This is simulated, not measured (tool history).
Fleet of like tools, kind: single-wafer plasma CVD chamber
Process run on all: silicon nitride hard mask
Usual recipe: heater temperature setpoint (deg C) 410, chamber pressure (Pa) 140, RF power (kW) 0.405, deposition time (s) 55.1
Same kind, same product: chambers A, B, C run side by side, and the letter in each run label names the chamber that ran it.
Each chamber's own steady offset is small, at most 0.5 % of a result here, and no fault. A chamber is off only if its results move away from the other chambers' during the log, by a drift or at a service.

run	day	heater temperature setpoint (deg C)	chamber pressure (Pa)	RF power (kW)	deposition time (s)	hours since the last thermocouple change	hours since the last RF generator calibration	hours since the last manometer calibration	read-back reference wafer on the same gauge, thickness_nm	mean film thickness on the monitor wafer (angstrom)
1A	0.192	410	140	0.405	55.1	1008.7	25.6	416.7	74.217	671.20
2B	0.400	410	140	0.405	55.1	1458.2	1258.2	2512.9	74.208	667.56
3C	0.783	410	140	0.405	55.1	593.8	608.0	940.1	74.234	667.51
4C	1.071	410	140	0.405	55.1	600.7	614.9	947.0	74.269	667.48
5B	1.312	410	140	0.405	55.1	1480.1	1280.1	2534.8	74.244	668.51
6A	1.717	410	140	0.405	55.1	1045.3	62.2	453.3	74.270	668.54
7A	2.046	410	140	0.405	55.1	1053.2	70.1	461.2	74.319	670.34
8B	2.338	410	140	0.405	55.1	1504.7	1304.7	2559.4	74.331	667.92
9C	2.517	410	140	0.405	55.1	635.4	649.6	981.7	74.279	667.63
10B	2.817	410	140	0.405	55.1	1516.2	1316.2	2570.9	74.321	667.45
11A	3.012	410	140	0.405	55.1	1076.4	93.3	484.4	74.319	671.16
12C	3.312	410	140	0.405	55.1	654.5	668.7	1000.8	74.347	668.45
13A	3.525	410	140	0.405	55.1	1088.7	105.6	496.7	74.340	670.45
14C	3.704	410	140	0.450	55.1	663.9	678.1	1010.2	74.354	709.06
15B	3.962	410	140	0.450	55.1	1543.7	1343.7	2598.4	74.368	709.81
16B	4.333	410	140	0.450	55.1	1552.6	1352.6	2607.3	74.397	712.40
17A	4.512	404	140	0.405	61.1	1112.4	129.3	520.4	74.392	747.94
18C	4.725	404	140	0.405	61.1	688.4	702.6	1034.7	74.394	742.63
19B	5.000	404	140	0.405	61.1	1568.6	1368.6	2623.3	74.438	744.40
20A	5.379	410	140	0.405	55.1	1133.2	150.1	541.2	74.421	671.69
21C	5.771	410	140	0.405	55.1	713.5	727.7	1059.8	74.408	668.73
22A	5.950	410	140	0.405	55.1	1146.9	163.8	554.9	74.480	671.01
23B	6.129	410	140	0.405	55.1	1595.7	1395.7	2650.4	74.453	669.92
24C	6.412	410	140	0.405	55.1	728.9	743.1	1075.2	74.479	669.96
25B	6.700	410	140	0.405	55.1	1609.4	1409.4	2664.1	74.474	671.11
26C	6.929	410	140	0.405	55.1	741.3	755.5	1087.6	74.495	669.35
27A	7.146	410	140	0.405	55.1	1175.6	192.5	583.6	74.495	673.22
# day 7.229: chamber C: RF generator calibrated
28C	7.525	410	140	0.405	55.1	755.6	7.1	1101.9	74.499	670.92
29B	7.750	410	140	0.405	55.1	1634.6	1434.6	2689.3	74.510	670.65
30A	7.962	410	140	0.405	55.1	1195.2	212.1	603.2	74.525	672.41
31B	8.233	410	140	0.405	44.4	1646.2	1446.2	2700.9	74.547	541.17
32C	8.508	410	140	0.405	44.4	779.2	30.7	1125.5	74.565	540.70
33A	8.862	410	140	0.405	44.4	1216.8	233.7	624.8	74.557	541.69
34C	9.112	410	140	0.405	55.1	793.7	45.2	1140.0	74.597	670.69
35B	9.492	410	164	0.405	44.7	1676.4	1476.4	2731.1	74.605	573.37
36A	9.762	410	164	0.405	44.7	1238.4	255.3	646.4	74.591	574.76
37A	9.950	410	164	0.405	44.7	1242.9	259.8	650.9	74.627	574.07
# day 9.962: chamber B: capacitance manometer re-zeroed and calibrated
38B	10.150	410	140	0.405	55.1	1692.2	1492.2	4.6	74.616	671.93

Which is it: a chamber that has drifted or been left off by a service, a gauge drift common to all chambers, or only each chamber's usual small offset? If a chamber is off, name it and its likeliest cause.

Every chamber seems to shift together because the gauge that measures them all drifts; the chambers themselves are fine.
Most likely cause: gauge reads high (%) = 0.592.

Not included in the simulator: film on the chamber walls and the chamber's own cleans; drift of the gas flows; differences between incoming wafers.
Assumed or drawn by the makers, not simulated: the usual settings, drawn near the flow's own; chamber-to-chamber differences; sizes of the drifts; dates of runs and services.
